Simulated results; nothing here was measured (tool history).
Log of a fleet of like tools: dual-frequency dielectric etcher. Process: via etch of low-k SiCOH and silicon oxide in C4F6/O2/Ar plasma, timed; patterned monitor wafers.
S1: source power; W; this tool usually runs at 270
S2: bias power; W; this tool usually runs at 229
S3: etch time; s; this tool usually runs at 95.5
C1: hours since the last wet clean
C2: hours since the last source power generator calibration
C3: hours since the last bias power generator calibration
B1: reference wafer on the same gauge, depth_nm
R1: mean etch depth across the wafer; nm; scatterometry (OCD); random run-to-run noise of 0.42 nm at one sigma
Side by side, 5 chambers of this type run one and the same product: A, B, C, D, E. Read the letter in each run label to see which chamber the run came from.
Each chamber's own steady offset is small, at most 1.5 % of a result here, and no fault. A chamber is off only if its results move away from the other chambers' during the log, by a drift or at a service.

| run | hour | S1 | S2 | S3 | C1 | C2 | C3 | B1 | R1 |
|---|---|---|---|---|---|---|---|---|---|
| 1A | 14.8 | 270 | 229 | 95.5 | 79.9 | 1008.5 | 2845.1 | 221.93 | 248.36 |
| 2B | 29.5 | 270 | 229 | 95.5 | 397.4 | 386.7 | 1107.4 | 221.91 | 247.14 |
| 3C | 40.9 | 270 | 229 | 95.5 | 399.6 | 2465 | 992 | 222 | 247.46 |
| 4D | 56.9 | 270 | 229 | 95.5 | 193.1 | 1848.1 | 645.7 | 221.86 | 248.92 |
| 5E | 69.5 | 270 | 229 | 95.5 | 330.6 | 1189.8 | 528.5 | 221.73 | 250.96 |
| 6C | 80 | 270 | 229 | 95.5 | 438.7 | 2504.1 | 1031.1 | 221.73 | 247.6 |
| 7B | 95.3 | 270 | 229 | 95.5 | 463.2 | 452.5 | 1173.2 | 221.7 | 246.81 |
| 8A | 108.5 | 270 | 229 | 95.5 | 173.6 | 1102.2 | 2938.8 | 221.71 | 247.62 |
| 9D | 123.3 | 270 | 229 | 95.5 | 259.5 | 1914.5 | 712.1 | 221.48 | 249.7 |
| 10E | 133.9 | 270 | 229 | 95.5 | 395 | 1254.2 | 592.9 | 221.49 | 250.85 |
| 11B | 148.3 | 270 | 229 | 95.5 | 516.2 | 505.5 | 1226.2 | 221.59 | 247.18 |
| 12E | 156.7 | 270 | 229 | 95.5 | 417.8 | 1277 | 615.7 | 221.52 | 251.3 |
| 13D | 164.1 | 270 | 229 | 95.5 | 300.3 | 1955.3 | 752.9 | 221.53 | 249.01 |
|  | 165.9 | chamber E: wet clean of the chamber |
| 14C | 178.6 | 250 | 229 | 95.5 | 537.3 | 2602.7 | 1129.7 | 221.39 | 239.98 |
| 15A | 185.8 | 250 | 229 | 95.5 | 250.9 | 1179.5 | 3016.1 | 221.42 | 239.88 |
| 16B | 201.2 | 250 | 229 | 95.5 | 569.1 | 558.4 | 1279.1 | 221.32 | 239.45 |
| 17A | 209.3 | 250 | 229 | 95.5 | 274.4 | 1203 | 3039.6 | 221.42 | 239.36 |
|  | 213.5 | chamber C: wet clean of the chamber |
| 18D | 221.1 | 250 | 229 | 95.5 | 357.3 | 2012.3 | 809.9 | 221.28 | 241.47 |
|  | 222.7 | chamber B: wet clean of the chamber |
| 19E | 228.9 | 270 | 229 | 95.5 | 63.1 | 1349.2 | 687.9 | 221.27 | 250.87 |
| 20C | 241.1 | 270 | 229 | 120.5 | 27.6 | 2665.2 | 1192.2 | 221.25 | 311.59 |
| 21C | 249.4 | 270 | 229 | 120.5 | 35.9 | 2673.5 | 1200.5 | 221.06 | 311.39 |
| 22D | 260.4 | 270 | 229 | 120.5 | 396.6 | 2051.6 | 849.2 | 221.13 | 314.1 |
|  | 261.4 | chamber A: wet clean of the chamber |
| 23A | 271.7 | 270 | 229 | 120.5 | 10.3 | 1265.4 | 3102 | 221.12 | 312.42 |
| 24B | 279.5 | 270 | 229 | 120.5 | 56.8 | 636.7 | 1357.4 | 221.17 | 310.28 |
| 25E | 286.9 | 270 | 229 | 119 | 121.1 | 1407.2 | 745.9 | 221.09 | 313.36 |
| 26B | 300.5 | 270 | 229 | 119 | 77.8 | 657.7 | 1378.4 | 220.95 | 307 |
| 27E | 316.4 | 270 | 229 | 119 | 150.6 | 1436.7 | 775.4 | 221.04 | 311.69 |
| 28D | 325.7 | 270 | 229 | 119 | 461.9 | 2116.9 | 914.5 | 221.08 | 309.52 |
| 29C | 337.8 | 270 | 229 | 119 | 124.3 | 2761.9 | 1288.9 | 220.83 | 307.08 |
| 30A | 346.8 | 270 | 229 | 95.5 | 85.4 | 1340.5 | 3177.1 | 220.9 | 246.23 |
| 31C | 362.2 | 270 | 229 | 95.5 | 148.7 | 2786.3 | 1313.3 | 220.8 | 246.32 |
| 32D | 376.5 | 270 | 229 | 95.5 | 512.7 | 2167.7 | 965.3 | 220.79 | 247.64 |
| 33E | 385.7 | 270 | 229 | 95.5 | 219.9 | 1506 | 844.7 | 220.67 | 249.51 |
|  | 399.4 | chamber D: wet clean of the chamber |
| 34A | 401.6 | 250 | 229 | 86 | 140.2 | 1395.3 | 3231.9 | 220.7 | 215.6 |
| 35B | 409.1 | 250 | 229 | 86 | 186.4 | 766.3 | 1487 | 220.75 | 214.6 |
| 36A | 420.5 | 250 | 229 | 86 | 159.1 | 1414.2 | 3250.8 | 220.68 | 215.73 |
| 37C | 431.1 | 250 | 229 | 86 | 217.6 | 2855.2 | 1382.2 | 220.64 | 214.83 |
| 38E | 443.3 | 250 | 229 | 86 | 277.5 | 1563.6 | 902.3 | 220.65 | 219.47 |
| 39B | 455 | 270 | 229 | 95.5 | 232.3 | 812.2 | 1532.9 | 220.51 | 245.69 |
| 40D | 469.8 | 270 | 229 | 95.5 | 70.5 | 2261 | 1058.6 | 220.47 | 248.39 |

For the next run the whole fleet of 5 chambers uses the same settings. Give each chamber's results:
| 41A | 481.7 | 270 | 229 | 95.5 |  |  |  |  | ? |
| 41B | 481.7 | 270 | 229 | 95.5 |  |  |  |  | ? |
| 41C | 481.7 | 270 | 229 | 95.5 |  |  |  |  | ? |
| 41D | 481.7 | 270 | 229 | 95.5 |  |  |  |  | ? |
| 41E | 481.7 | 270 | 229 | 95.5 |  |  |  |  | ? |

| run | R1 |
|---|---|
| 41A | 245.56 |
| 41B | 246.22 |
| 41C | 245.72 |
| 41D | 248.11 |
| 41E | 249.94 |

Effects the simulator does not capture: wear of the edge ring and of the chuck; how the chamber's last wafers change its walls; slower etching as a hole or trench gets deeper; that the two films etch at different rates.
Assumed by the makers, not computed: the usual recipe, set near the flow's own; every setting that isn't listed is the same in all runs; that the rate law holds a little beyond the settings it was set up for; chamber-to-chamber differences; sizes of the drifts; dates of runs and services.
